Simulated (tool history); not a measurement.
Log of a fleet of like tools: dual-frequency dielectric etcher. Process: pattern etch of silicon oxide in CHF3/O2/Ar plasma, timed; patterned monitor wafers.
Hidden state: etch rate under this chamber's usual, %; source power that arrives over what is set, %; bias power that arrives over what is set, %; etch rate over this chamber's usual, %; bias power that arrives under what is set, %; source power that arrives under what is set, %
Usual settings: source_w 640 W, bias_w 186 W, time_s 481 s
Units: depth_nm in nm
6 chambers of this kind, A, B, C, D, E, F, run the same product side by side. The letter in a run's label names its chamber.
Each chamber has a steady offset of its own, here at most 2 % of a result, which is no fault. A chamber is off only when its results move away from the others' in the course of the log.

run,hour,source_w,bias_w,time_s,hours since the last wet clean,hours since the last source power generator calibration,hours since the last bias power generator calibration,"read-back reference wafer on the same gauge, depth_nm",depth_nm
1D,4.2,640,186,481,254.4,514.8,317.5,969.42,982.94
2E,7.3,640,186,481,241.1,2023.0,2140.4,971.47,983.44
3C,10.2,640,186,481,374.0,1272.9,2961.1,969.13,981.23
4F,13.0,640,186,481,213.0,749.9,1840.7,969.91,997.49
5A,16.7,640,186,481,442.3,569.4,2327.7,968.65,978.75
6B,19.4,640,186,481,583.2,2258.3,483.0,969.88,969.19
7F,22.0,640,186,481,222.0,758.9,1849.7,968.58,1003.50
8A,24.8,640,186,481,450.4,577.5,2335.8,970.69,979.43
9E,29.6,640,186,481,263.4,2045.3,2162.7,968.96,985.21
10D,34.0,640,186,481,284.2,544.6,347.3,969.77,989.30
11C,37.6,640,186,481,401.4,1300.3,2988.5,970.02,987.48
12B,42.5,740,213,481,606.3,2281.4,506.1,970.75,1076.70
13E,46.7,740,213,481,280.5,2062.4,2179.8,969.33,1092.80
14F,49.0,740,213,481,249.0,785.9,1876.7,970.13,1111.10
15A,53.5,740,213,481,479.1,606.2,2364.5,969.87,1093.40
16D,57.9,740,213,481,308.1,568.5,371.2,970.02,1077.80
17C,62.4,740,213,481,426.2,1325.1,3013.3,970.15,1076.60
18B,66.1,640,186,481,629.9,2305.0,529.7,970.30,977.78
# hour 68.0: chamber B: wet clean of the chamber
19E,71.1,640,186,481,304.9,2086.8,2204.2,970.17,976.77
20C,74.0,640,186,481,437.8,1336.7,3024.9,969.37,985.75
21F,77.3,640,186,481,277.3,814.2,1905.0,970.40,999.31
22D,79.5,640,186,481,329.7,590.1,392.8,970.55,968.59
23A,82.8,640,186,481,508.4,635.5,2393.8,969.87,983.99
24B,86.2,770,186,481,18.3,2325.1,549.8,969.86,1042.40
25E,90.3,770,186,481,324.1,2106.0,2223.4,968.30,1054.10
26A,94.5,770,186,481,520.1,647.2,2405.5,970.14,1060.50
27B,98.3,770,186,481,30.4,2337.2,561.9,970.20,1045.60
28D,103.0,770,186,481,353.2,613.6,416.3,970.52,1038.10
29C,106.2,770,186,481,470.0,1368.9,3057.1,969.49,1053.00
30F,108.9,640,186,481,308.9,845.8,1936.6,970.75,1002.10
31A,113.1,640,186,481,538.7,665.8,2424.1,970.73,985.73
32C,117.1,640,186,481,480.9,1379.8,3068.0,969.63,973.27
33F,120.3,640,186,481,320.3,857.2,1948.0,970.05,1005.80
34D,123.6,640,203,481,373.8,634.2,436.9,970.14,986.78
35E,127.2,640,203,481,361.0,2142.9,2260.3,969.61,1003.80
# hour 128.7: chamber A: wet clean of the chamber
36B,130.7,640,203,481,62.8,2369.6,594.3,969.10,1001.00
37C,133.6,640,203,481,497.4,1396.3,3084.5,971.09,1012.40
38F,136.3,640,203,481,336.3,873.2,1964.0,970.05,1038.80
39B,141.4,640,203,481,73.5,2380.3,605.0,971.09,997.80
40A,145.2,640,186,481,16.5,697.9,2456.2,969.52,983.53
41E,148.6,640,186,481,382.4,2164.3,2281.7,968.95,985.13
42D,151.4,640,186,481,401.6,662.0,464.7,969.23,956.81
43C,155.2,640,186,481,519.0,1417.9,3106.1,969.58,981.50

All 6 chambers run these settings next. Forecast each chamber's results:
44A,158.9,640,186,481,,,,,?
44B,158.9,640,186,481,,,,,?
44C,158.9,640,186,481,,,,,?
44D,158.9,640,186,481,,,,,?
44E,158.9,640,186,481,,,,,?
44F,158.9,640,186,481,,,,,?

run,depth_nm
44A,985.67
44B,963.28
44C,985.04
44D,944.83
44E,977.27
44F,1003.40
